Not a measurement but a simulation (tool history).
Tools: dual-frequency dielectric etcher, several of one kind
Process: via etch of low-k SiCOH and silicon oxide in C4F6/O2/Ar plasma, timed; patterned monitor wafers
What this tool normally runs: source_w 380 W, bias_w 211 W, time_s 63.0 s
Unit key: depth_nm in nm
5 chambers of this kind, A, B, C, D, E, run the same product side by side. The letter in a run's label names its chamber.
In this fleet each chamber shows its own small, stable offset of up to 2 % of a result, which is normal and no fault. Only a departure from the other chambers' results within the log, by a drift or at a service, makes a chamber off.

| run | hour | source_w | bias_w | time_s | hours since the last wet clean | hours since the last source power generator calibration | hours since the last bias power generator calibration | read-back reference wafer on the same gauge, depth_nm | depth_nm |
|---|---|---|---|---|---|---|---|---|---|
| 1A | 3.6 | 380 | 211 | 63.0 | 420.1 | 1799.0 | 757.7 | 165.04 | 171.10 |
| 2B | 9.6 | 380 | 211 | 63.0 | 413.9 | 501.1 | 2225.7 | 164.97 | 168.61 |
| 3C | 13.4 | 380 | 211 | 63.0 | 283.7 | 950.0 | 1834.6 | 164.78 | 169.95 |
| 4D | 16.6 | 380 | 211 | 63.0 | 160.2 | 2342.7 | 904.6 | 165.03 | 171.72 |
| 5E | 21.1 | 380 | 211 | 63.0 | 141.1 | 4042.9 | 1477.8 | 165.16 | 170.28 |
| 6B | 27.4 | 380 | 211 | 63.0 | 431.7 | 518.9 | 2243.5 | 165.10 | 169.21 |
| 7D | 32.2 | 380 | 211 | 63.0 | 175.8 | 2358.3 | 920.2 | 164.92 | 172.68 |
| 8C | 38.2 | 380 | 211 | 63.0 | 308.5 | 974.8 | 1859.4 | 164.93 | 167.35 |
| 9E | 41.7 | 380 | 211 | 63.0 | 161.7 | 4063.5 | 1498.4 | 165.28 | 171.26 |
| 10A | 44.8 | 380 | 211 | 63.0 | 461.3 | 1840.2 | 798.9 | 164.89 | 172.05 |
| 11C | 49.6 | 380 | 211 | 63.0 | 319.9 | 986.2 | 1870.8 | 165.03 | 169.60 |
| 12A | 54.9 | 380 | 211 | 50.5 | 471.4 | 1850.3 | 809.0 | 165.05 | 137.60 |
| 13E | 59.2 | 380 | 211 | 50.5 | 179.2 | 4081.0 | 1515.9 | 164.94 | 136.82 |
| 14B | 64.3 | 380 | 211 | 50.5 | 468.6 | 555.8 | 2280.4 | 164.96 | 134.79 |
| 15D | 69.1 | 380 | 211 | 50.5 | 212.7 | 2395.2 | 957.1 | 165.01 | 138.51 |
| 16D | 74.6 | 380 | 211 | 50.5 | 218.2 | 2400.7 | 962.6 | 164.89 | 137.79 |
| 17E | 81.2 | 380 | 211 | 63.0 | 201.2 | 4103.0 | 1537.9 | 165.19 | 170.34 |
| 18A | 84.3 | 380 | 211 | 63.0 | 500.8 | 1879.7 | 838.4 | 165.19 | 171.79 |
| 19B | 87.9 | 380 | 211 | 63.0 | 492.2 | 579.4 | 2304.0 | 165.07 | 170.07 |
| 20C | 94.5 | 380 | 227 | 63.0 | 364.8 | 1031.1 | 1915.7 | 164.93 | 175.75 |
| 21B | 100.0 | 380 | 227 | 63.0 | 504.3 | 591.5 | 2316.1 | 165.09 | 173.69 |
| 22A | 105.1 | 380 | 227 | 63.0 | 521.6 | 1900.5 | 859.2 | 164.94 | 174.87 |
| 23C | 109.3 | 380 | 227 | 63.0 | 379.6 | 1045.9 | 1930.5 | 165.04 | 174.04 |
| 24D | 112.3 | 380 | 227 | 63.0 | 255.9 | 2438.4 | 1000.3 | 165.08 | 176.93 |
| 25E | 117.2 | 380 | 211 | 63.0 | 237.2 | 4139.0 | 1573.9 | 164.90 | 170.42 |
| 26A | 122.7 | 380 | 211 | 63.0 | 539.2 | 1918.1 | 876.8 | 165.05 | 170.65 |
| 27E | 127.4 | 380 | 211 | 63.0 | 247.4 | 4149.2 | 1584.1 | 164.85 | 169.91 |
| 28C | 132.0 | 380 | 211 | 63.0 | 402.3 | 1068.6 | 1953.2 | 164.94 | 170.11 |
|  | 136.0 | chamber A: source power generator calibrated |
| 29D | 138.3 | 380 | 211 | 63.0 | 281.9 | 2464.4 | 1026.3 | 164.93 | 172.30 |
| 30B | 142.0 | 380 | 211 | 63.0 | 546.3 | 633.5 | 2358.1 | 164.90 | 168.33 |
| 31E | 148.7 | 340 | 253 | 63.0 | 268.7 | 4170.5 | 1605.4 | 164.89 | 174.56 |
| 32B | 155.2 | 340 | 253 | 63.0 | 559.5 | 646.7 | 2371.3 | 164.87 | 173.95 |
| 33C | 161.4 | 340 | 253 | 63.0 | 431.7 | 1098.0 | 1982.6 | 165.07 | 173.37 |
| 34A | 166.6 | 340 | 253 | 63.0 | 583.1 | 30.6 | 920.7 | 165.12 | 173.22 |
| 35D | 170.1 | 340 | 253 | 63.0 | 313.7 | 2496.2 | 1058.1 | 164.86 | 175.77 |
| 36E | 175.1 | 380 | 211 | 55.0 | 295.1 | 4196.9 | 1631.8 | 164.98 | 147.36 |
| 37D | 179.7 | 380 | 211 | 55.0 | 323.3 | 2505.8 | 1067.7 | 164.93 | 149.92 |
| 38B | 184.4 | 380 | 211 | 55.0 | 588.7 | 675.9 | 2400.5 | 165.12 | 148.37 |
| 39A | 190.7 | 380 | 211 | 55.0 | 607.2 | 54.7 | 944.8 | 165.07 | 149.02 |
| 40C | 197.6 | 380 | 211 | 55.0 | 467.9 | 1134.2 | 2018.8 | 164.86 | 146.69 |
| 41B | 204.2 | 380 | 211 | 63.0 | 608.5 | 695.7 | 2420.3 | 165.02 | 170.17 |

Has any chamber moved away from the others, gradually or after a service, or does the common gauge drift, or do the chambers differ only by their own small steady offsets? State the chamber and the most likely cause if one applies.

Neither any chamber nor the gauge drifts; the chambers differ only by their own small, steady offsets.
